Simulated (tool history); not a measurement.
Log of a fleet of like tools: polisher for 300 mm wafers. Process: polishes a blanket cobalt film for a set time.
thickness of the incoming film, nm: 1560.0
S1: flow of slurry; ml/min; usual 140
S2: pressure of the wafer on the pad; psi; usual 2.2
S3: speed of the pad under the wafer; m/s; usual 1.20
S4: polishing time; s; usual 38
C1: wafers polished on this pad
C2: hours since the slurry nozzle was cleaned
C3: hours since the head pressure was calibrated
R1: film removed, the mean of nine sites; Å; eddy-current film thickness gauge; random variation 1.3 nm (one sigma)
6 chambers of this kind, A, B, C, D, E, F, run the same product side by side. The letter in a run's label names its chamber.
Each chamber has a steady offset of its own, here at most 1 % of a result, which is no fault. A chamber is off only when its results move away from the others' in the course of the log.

run	hour	S1	S2	S3	S4	C1	C2	C3	R1
# hour 4.8: chamber A: worn pad replaced by a new one
1F	9.2	140	2.2	1.20	38	287	232.0	251.1	2065.0
# hour 12.4: chamber C: worn pad replaced by a new one
2C	20.1	140	2.2	1.20	38	92	187.8	294.6	2070.9
3E	27.3	140	2.2	1.20	38	397	124.4	951.5	2086.9
# hour 37.0: chamber D: slurry nozzle cleaned
4A	40.6	140	2.2	1.20	38	426	121.5	171.1	2103.8
5D	47.4	140	2.2	0.82	38	577	10.4	1078.6	1403.6
6B	59.1	140	2.2	0.82	38	722	601.2	189.4	1419.3
# hour 61.5: chamber A: worn pad replaced by a new one
# hour 64.5: chamber F: worn pad replaced by a new one
# hour 66.4: chamber B: worn pad replaced by a new one
7B	66.6	140	2.2	0.82	38	2	608.7	196.9	1427.4
# hour 75.5: chamber E: worn pad replaced by a new one
8F	77.3	140	2.2	0.82	38	152	300.1	319.2	1413.5
9E	83.6	140	2.2	0.82	38	96	180.7	1007.8	1416.0
10C	95.3	140	2.2	0.82	38	986	263.0	369.8	1407.7
# hour 102.3: chamber C: worn pad replaced by a new one
# hour 102.5: chamber D: worn pad replaced by a new one
11D	107.4	140	2.2	1.20	38	58	70.4	1138.6	2074.0
12A	114.4	140	2.2	1.20	38	629	195.3	244.9	2105.0
13D	121.2	140	2.2	1.20	38	222	84.2	1152.4	2083.8
# hour 123.7: chamber A: worn pad replaced by a new one
# hour 125.6: chamber B: worn pad replaced by a new one
14F	128.7	140	2.2	1.20	38	763	351.5	370.6	2085.8
# hour 134.5: chamber F: worn pad replaced by a new one
# hour 135.0: chamber E: head pressure recalibrated
# hour 136.7: chamber F: head pressure recalibrated
15B	137.4	140	2.2	1.20	38	141	679.5	267.7	2082.6
# hour 146.4: chamber E: worn pad replaced by a new one
16C	149.0	140	2.2	1.20	38	555	316.7	423.5	2086.3
17A	158.4	140	2.2	1.20	38	413	239.3	288.9	2088.2
# hour 169.6: chamber E: slurry nozzle cleaned
18E	171.1	140	2.2	1.20	38	294	1.6	36.1	2002.1
# hour 177.4: chamber D: head pressure recalibrated
19F	182.3	140	2.2	1.20	38	568	405.1	45.6	2090.3
# hour 184.5: chamber B: worn pad replaced by a new one
20B	188.9	140	2.2	1.20	38	53	731.0	319.2	2090.5
# hour 193.0: chamber A: worn pad replaced by a new one
# hour 196.7: chamber C: worn pad replaced by a new one
# hour 197.1: chamber F: worn pad replaced by a new one
# hour 198.8: chamber B: slurry nozzle cleaned
21D	201.9	140	2.2	1.20	38	1181	164.9	24.6	2095.2
22E	208.6	140	2.2	1.20	38	740	39.1	73.6	1967.8
# hour 211.5: chamber C: slurry nozzle cleaned
23C	215.5	180	1.9	1.20	38	223	4.0	490.0	1871.5
# hour 216.2: chamber D: worn pad replaced by a new one
24A	222.0	180	1.9	1.20	38	345	302.9	352.5	1887.1
# hour 222.4: chamber E: worn pad replaced by a new one
# hour 225.1: chamber C: head pressure recalibrated
25F	229.7	180	1.9	1.20	38	388	452.5	93.0	1886.6
26B	240.4	180	1.9	1.20	38	665	41.7	370.7	1885.2
# hour 241.3: chamber B: worn pad replaced by a new one
27D	247.2	180	1.9	1.20	38	369	210.2	69.9	1859.1
28C	255.5	180	1.9	1.20	38	699	44.0	30.5	1860.0
# hour 257.7: chamber A: worn pad replaced by a new one
29E	262.7	140	2.2	1.20	29	479	93.2	127.7	1517.6
# hour 271.9: chamber F: worn pad replaced by a new one
30A	273.1	140	2.2	1.20	29	183	354.0	403.6	1602.2
# hour 277.0: chamber C: worn pad replaced by a new one
31C	280.1	140	2.2	1.20	29	37	68.6	55.1	1590.8
32A	287.8	140	2.2	1.20	29	358	368.7	418.3	1614.8
33D	299.3	140	2.2	1.20	29	988	262.3	122.0	1567.8
# hour 300.2: chamber E: worn pad replaced by a new one
34B	308.3	140	2.2	1.20	29	796	109.6	438.6	1596.7
35F	314.3	140	2.2	1.20	38	504	537.1	177.6	2093.3
36E	323.3	140	2.2	1.20	38	274	153.8	188.3	1989.3

What goes on in this fleet: one chamber off, a drifting gauge, or nothing beyond the chambers' own small offsets? Name the chamber and the cause, if any.

A service left chamber E off against the others.
Cause: head's pressure below its setpoint, % = 4.5.

Here are 4 candidates for chamber E's next run, each the usual settings with a change, their results left as question marks. Which one brings its results back in line with what the others give on the usual settings?
In line means no further than this from the other chambers' mean on the usual settings: R1 44.0 Å
37E-1	333.4	140	2.2	1.20	40				?
37E-2	333.4	110	2.2	1.20	38				?
37E-3	333.4	140	2.2	1.18	38				?
37E-4	333.4	140	2.2	1.22	38				?

The other chambers' mean on the usual settings: R1 2081.5 Å
run	R1
37E-1	2084.6
37E-2	1885.3
37E-3	1947.0
37E-4	2013.8
37E-1 brings the chamber back in line.
